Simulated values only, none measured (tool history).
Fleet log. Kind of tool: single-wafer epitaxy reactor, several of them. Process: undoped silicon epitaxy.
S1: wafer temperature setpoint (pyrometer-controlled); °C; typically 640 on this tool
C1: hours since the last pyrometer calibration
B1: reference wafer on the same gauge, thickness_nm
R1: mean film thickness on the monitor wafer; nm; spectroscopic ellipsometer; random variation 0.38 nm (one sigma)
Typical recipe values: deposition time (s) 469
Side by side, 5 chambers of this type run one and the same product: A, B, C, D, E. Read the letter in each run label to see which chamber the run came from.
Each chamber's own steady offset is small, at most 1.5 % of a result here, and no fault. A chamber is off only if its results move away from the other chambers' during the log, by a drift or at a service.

{"hour": 4.2, "done": "chamber D: pyrometer calibrated"}
{"run": "1C", "hour": 7.3, "S1": 640, "deposition time (s)": 469, "C1": 1311.5, "B1": 55.984, "R1": 62.63}
{"run": "2B", "hour": 14.9, "S1": 640, "deposition time (s)": 469, "C1": 164.8, "B1": 56.047, "R1": 64.236}
{"run": "3E", "hour": 25.7, "S1": 640, "deposition time (s)": 469, "C1": 1325.9, "B1": 56.007, "R1": 63.698}
{"run": "4D", "hour": 37.2, "S1": 640, "deposition time (s)": 469, "C1": 33.1, "B1": 56.02, "R1": 64.365}
{"run": "5A", "hour": 46.4, "S1": 640, "deposition time (s)": 469, "C1": 1135.5, "B1": 56.026, "R1": 63.646}
{"run": "6C", "hour": 53.6, "S1": 640, "deposition time (s)": 469, "C1": 1357.8, "B1": 56.051, "R1": 63.169}
{"run": "7D", "hour": 67.4, "S1": 630, "deposition time (s)": 469, "C1": 63.3, "B1": 56.052, "R1": 51.011}
{"run": "8E", "hour": 77.1, "S1": 630, "deposition time (s)": 469, "C1": 1377.3, "B1": 55.936, "R1": 50.994}
{"run": "9A", "hour": 91.1, "S1": 630, "deposition time (s)": 469, "C1": 1180.2, "B1": 56.01, "R1": 50.394}
{"run": "10B", "hour": 101.6, "S1": 630, "deposition time (s)": 469, "C1": 251.5, "B1": 56.094, "R1": 50.817}
{"run": "11C", "hour": 115.1, "S1": 630, "deposition time (s)": 469, "C1": 1419.3, "B1": 56.043, "R1": 50.259}
{"run": "12E", "hour": 123.1, "S1": 640, "deposition time (s)": 469, "C1": 1423.3, "B1": 55.896, "R1": 63.723}
{"run": "13D", "hour": 136.6, "S1": 640, "deposition time (s)": 469, "C1": 132.5, "B1": 55.914, "R1": 63.647}
{"run": "14A", "hour": 150.4, "S1": 633, "deposition time (s)": 433, "C1": 1239.5, "B1": 56.006, "R1": 49.797}
{"run": "15B", "hour": 164.8, "S1": 633, "deposition time (s)": 433, "C1": 314.7, "B1": 56.11, "R1": 50.417}
{"hour": 174.2, "done": "chamber C: pyrometer calibrated"}
{"run": "16C", "hour": 177.1, "S1": 633, "deposition time (s)": 433, "C1": 2.9, "B1": 55.984, "R1": 54.076}
{"run": "17A", "hour": 185.7, "S1": 633, "deposition time (s)": 433, "C1": 1274.8, "B1": 56.049, "R1": 50.077}
{"run": "18D", "hour": 199.3, "S1": 633, "deposition time (s)": 433, "C1": 195.2, "B1": 56.081, "R1": 50.612}
{"run": "19E", "hour": 214.1, "S1": 640, "deposition time (s)": 469, "C1": 1514.3, "B1": 55.94, "R1": 63.592}
{"run": "20B", "hour": 225.5, "S1": 640, "deposition time (s)": 469, "C1": 375.4, "B1": 55.989, "R1": 63.254}
{"run": "21D", "hour": 232.4, "S1": 640, "deposition time (s)": 469, "C1": 228.3, "B1": 55.965, "R1": 63.883}
{"run": "22A", "hour": 242.4, "S1": 640, "deposition time (s)": 469, "C1": 1331.5, "B1": 55.951, "R1": 62.656}
{"run": "23E", "hour": 257.9, "S1": 640, "deposition time (s)": 469, "C1": 1558.1, "B1": 55.974, "R1": 64.218}
{"run": "24B", "hour": 269.4, "S1": 640, "deposition time (s)": 469, "C1": 419.3, "B1": 56.119, "R1": 63.671}
{"run": "25C", "hour": 278.8, "S1": 640, "deposition time (s)": 469, "C1": 104.6, "B1": 56.021, "R1": 68.504}
{"run": "26B", "hour": 293.9, "S1": 640, "deposition time (s)": 469, "C1": 443.8, "B1": 56.013, "R1": 63.725}
{"run": "27E", "hour": 309.8, "S1": 640, "deposition time (s)": 469, "C1": 1610.0, "B1": 55.938, "R1": 63.631}
{"run": "28D", "hour": 323.9, "S1": 640, "deposition time (s)": 469, "C1": 319.8, "B1": 56.007, "R1": 63.859}
{"run": "29C", "hour": 335.8, "S1": 640, "deposition time (s)": 469, "C1": 161.6, "B1": 56.036, "R1": 68.415}
{"run": "30A", "hour": 351.3, "S1": 640, "deposition time (s)": 469, "C1": 1440.4, "B1": 55.96, "R1": 62.745}
{"run": "31B", "hour": 358.9, "S1": 640, "deposition time (s)": 469, "C1": 508.8, "B1": 56.011, "R1": 63.664}

Which is it: a chamber that has drifted or been left off by a service, a gauge drift common to all chambers, or only each chamber's usual small offset? If a chamber is off, name it and its likeliest cause.

Chamber C has stood off from the others ever since a service on it.
Most likely cause: wafer temperature above the value expected at the setpoint (K) = 3.38.

Below are 4 candidate recipes for chamber C's next run, each the usual settings with a change, their results shown as question marks. Which of them brings C's results back in line with what the other chambers give on the usual settings?
Counts as in line when no further than this from what the other chambers average on the usual settings: R1 1.300 nm
{"run": "32C-1", "hour": 370.3, "S1": 641, "deposition time (s)": 469, "R1": "?"}
{"run": "32C-2", "hour": 370.3, "S1": 642, "deposition time (s)": 478, "R1": "?"}
{"run": "32C-3", "hour": 370.3, "S1": 639, "deposition time (s)": 469, "R1": "?"}
{"run": "32C-4", "hour": 370.3, "S1": 637, "deposition time (s)": 469, "R1": "?"}

On the usual settings, the other chambers give on average: R1 63.589 nm
run=32C-1 R1=69.799
run=32C-2 R1=72.742
run=32C-3 R1=66.746
run=32C-4 R1=63.814
The answer is 32C-4, which returns the chamber to within the allowed miss of the others.
